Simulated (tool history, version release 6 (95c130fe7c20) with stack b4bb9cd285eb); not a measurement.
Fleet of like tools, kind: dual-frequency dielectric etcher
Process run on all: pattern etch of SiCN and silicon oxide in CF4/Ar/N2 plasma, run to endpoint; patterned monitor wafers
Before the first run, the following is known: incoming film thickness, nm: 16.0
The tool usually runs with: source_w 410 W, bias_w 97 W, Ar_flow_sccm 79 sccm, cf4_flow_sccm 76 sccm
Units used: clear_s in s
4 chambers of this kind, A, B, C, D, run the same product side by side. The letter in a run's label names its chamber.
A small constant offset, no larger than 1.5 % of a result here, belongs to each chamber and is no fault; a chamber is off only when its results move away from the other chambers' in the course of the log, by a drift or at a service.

run,hour,source_w,bias_w,Ar_flow_sccm,cf4_flow_sccm,clear_s
1C,6.6,410,97,79,76,17.465
2A,16.6,410,97,79,76,17.316
3D,24.7,410,97,79,76,17.253
4B,32.8,410,97,79,76,17.683
5A,39.4,410,97,79,76,17.241
6D,49.5,410,97,79,76,17.274
7C,57.7,410,97,79,76,17.452
8B,66.4,410,97,79,76,17.670
9B,71.0,410,97,79,76,17.659
10D,79.1,410,97,79,76,17.354
11C,87.6,500,97,79,76,14.706
12A,93.3,500,97,79,76,14.519
# hour 94.0: chamber B: wet clean of the chamber
13D,98.7,500,97,79,76,14.499
14A,103.4,500,97,79,76,14.505
15C,110.6,410,77,79,82,18.659
16B,117.7,410,77,79,82,18.862
17D,125.5,410,77,79,82,18.436
18A,131.9,410,77,79,82,18.525
19B,142.0,410,97,79,76,17.685
20C,147.0,410,97,79,76,17.460
21B,154.7,410,97,79,76,17.637
# hour 155.7: chamber D: wet clean of the chamber
# hour 161.0: chamber C: wet clean of the chamber
22C,163.0,410,97,79,76,17.474
23A,172.0,410,97,79,76,17.331
24D,182.0,410,97,79,76,16.801
25D,190.2,410,97,79,76,16.912
26A,197.9,410,97,79,76,17.251
27C,203.7,410,97,79,76,17.408
28B,208.2,410,97,79,76,17.711
29C,216.3,490,97,65,76,14.562
30B,223.3,490,97,65,76,14.715
31A,233.4,490,97,65,76,14.380
32D,243.5,490,97,65,76,14.112
33D,251.0,410,97,79,76,16.911
34C,255.5,410,97,79,76,17.469
35A,263.0,410,97,79,76,17.241
36B,272.4,410,97,79,76,17.695
37D,279.7,410,97,79,76,16.808
38A,286.3,410,97,79,76,17.294

The same settings go to every chamber for the next run, one line per chamber below. Forecast the results for each:
39A,293.6,350,97,79,76,?
39B,293.6,350,97,79,76,?
39C,293.6,350,97,79,76,?
39D,293.6,350,97,79,76,?

run,clear_s
39A,19.846
39B,20.215
39C,20.235
39D,19.307
